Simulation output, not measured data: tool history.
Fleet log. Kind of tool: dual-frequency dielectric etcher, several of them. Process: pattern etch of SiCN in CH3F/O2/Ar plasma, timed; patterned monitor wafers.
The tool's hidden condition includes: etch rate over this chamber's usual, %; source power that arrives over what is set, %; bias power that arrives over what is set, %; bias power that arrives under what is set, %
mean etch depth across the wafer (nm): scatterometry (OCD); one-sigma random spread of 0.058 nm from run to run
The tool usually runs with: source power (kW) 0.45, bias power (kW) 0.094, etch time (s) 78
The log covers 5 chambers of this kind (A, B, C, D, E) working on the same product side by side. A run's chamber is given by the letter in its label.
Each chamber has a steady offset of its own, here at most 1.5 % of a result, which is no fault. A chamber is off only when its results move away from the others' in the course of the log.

| run | hour | source power (kW) | bias power (kW) | etch time (s) | hours since the last wet clean | hours since the last source power generator calibration | hours since the last bias power generator calibration | read-back reference wafer on the same gauge, depth_nm | mean etch depth across the wafer (nm) |
|---|---|---|---|---|---|---|---|---|---|
| 1A | 6.8 | 0.45 | 0.094 | 78 | 302.2 | 355.1 | 3946.9 | 31.102 | 33.384 |
| 2E | 13.5 | 0.45 | 0.094 | 78 | 310 | 1337.6 | 2014.1 | 31.068 | 33.921 |
| 3C | 20.5 | 0.45 | 0.094 | 78 | 145.8 | 3945.9 | 896.6 | 31.082 | 34.184 |
| 4D | 25.9 | 0.45 | 0.094 | 78 | 241.7 | 2519.5 | 2258.9 | 31.066 | 34.111 |
| 5B | 32.4 | 0.45 | 0.094 | 78 | 467.8 | 2790.8 | 1332.1 | 31.06 | 33.614 |
| 6D | 39.4 | 0.45 | 0.094 | 78 | 255.2 | 2533 | 2272.4 | 31.054 | 33.994 |
| 7E | 46.1 | 0.45 | 0.083 | 66 | 342.6 | 1370.2 | 2046.7 | 31.054 | 27.347 |
| 8B | 49.7 | 0.45 | 0.083 | 66 | 485.1 | 2808.1 | 1349.4 | 31.049 | 27.1 |
| 9C | 54.9 | 0.45 | 0.083 | 66 | 180.2 | 3980.3 | 931 | 31.022 | 27.506 |
| 10A | 62.1 | 0.45 | 0.083 | 66 | 357.5 | 410.4 | 4002.2 | 31.032 | 27.02 |
| 11E | 67.3 | 0.45 | 0.083 | 66 | 363.8 | 1391.4 | 2067.9 | 31.027 | 27.34 |
| 12C | 70.6 | 0.45 | 0.094 | 78 | 195.9 | 3996 | 946.7 | 31.011 | 34.121 |
| 13B | 77.3 | 0.49 | 0.085 | 78 | 512.7 | 2835.7 | 1377 | 31.022 | 33.393 |
|  | 80.5 | chamber B: wet clean of the chamber |
| 14A | 83.4 | 0.49 | 0.085 | 78 | 378.8 | 431.7 | 4023.5 | 30.987 | 33.165 |
| 15D | 89.9 | 0.49 | 0.085 | 78 | 305.7 | 2583.5 | 2322.9 | 30.998 | 33.863 |
|  | 95.1 | chamber A: bias power generator calibrated |
| 16A | 97.5 | 0.49 | 0.085 | 78 | 392.9 | 445.8 | 2.5 | 30.995 | 33.219 |
| 17C | 102.9 | 0.49 | 0.085 | 78 | 228.2 | 4028.3 | 979 | 30.983 | 33.75 |
| 18D | 108.5 | 0.45 | 0.094 | 65.5 | 324.3 | 2602.1 | 2341.5 | 30.987 | 28.498 |
| 19B | 113.3 | 0.45 | 0.094 | 65.5 | 32.9 | 2871.7 | 1413 | 30.971 | 28.126 |
| 20E | 120.7 | 0.45 | 0.094 | 65.5 | 417.2 | 1444.8 | 2121.3 | 30.963 | 28.431 |
| 21A | 124.4 | 0.45 | 0.094 | 65.5 | 419.8 | 472.7 | 29.4 | 30.956 | 27.943 |
| 22C | 129.7 | 0.45 | 0.094 | 65.5 | 255 | 4055.1 | 1005.8 | 30.951 | 28.493 |
| 23E | 134.1 | 0.45 | 0.094 | 78 | 430.6 | 1458.2 | 2134.7 | 30.95 | 33.769 |
| 24D | 138.9 | 0.45 | 0.094 | 78 | 354.7 | 2632.5 | 2371.9 | 30.921 | 33.926 |
| 25B | 143.1 | 0.45 | 0.094 | 78 | 62.7 | 2901.5 | 1442.8 | 30.938 | 33.483 |
| 26C | 149.8 | 0.45 | 0.094 | 78 | 275.1 | 4075.2 | 1025.9 | 30.928 | 33.866 |
| 27A | 156.1 | 0.45 | 0.094 | 78 | 451.5 | 504.4 | 61.1 | 30.921 | 33.316 |
| 28E | 160.9 | 0.45 | 0.094 | 78 | 457.4 | 1485 | 2161.5 | 30.924 | 33.664 |
| 29B | 166.8 | 0.45 | 0.094 | 78 | 86.4 | 2925.2 | 1466.5 | 30.907 | 33.432 |
| 30D | 173.7 | 0.45 | 0.094 | 78 | 389.5 | 2667.3 | 2406.7 | 30.89 | 33.902 |
|  | 175.8 | chamber B: bias power generator calibrated |
| 31D | 178.9 | 0.45 | 0.094 | 78 | 394.7 | 2672.5 | 2411.9 | 30.888 | 34.006 |
| 32B | 183 | 0.45 | 0.094 | 78 | 102.6 | 2941.4 | 7.2 | 30.887 | 33.446 |
|  | 185.1 | chamber A: wet clean of the chamber |
| 33A | 188.4 | 0.45 | 0.103 | 78 | 3.4 | 536.7 | 93.4 | 30.877 | 34.514 |

Read the log: is a single chamber off, either drifting away or since a service, is the gauge that measures every chamber drifting, or is nothing wrong beyond small per-chamber offsets? Name any odd chamber and what most likely caused it.

It is the gauge, not a chamber: its drift shows up in every chamber's results at once, and no chamber is off.
Most likely cause: gauge reads low (%) = 0.712.

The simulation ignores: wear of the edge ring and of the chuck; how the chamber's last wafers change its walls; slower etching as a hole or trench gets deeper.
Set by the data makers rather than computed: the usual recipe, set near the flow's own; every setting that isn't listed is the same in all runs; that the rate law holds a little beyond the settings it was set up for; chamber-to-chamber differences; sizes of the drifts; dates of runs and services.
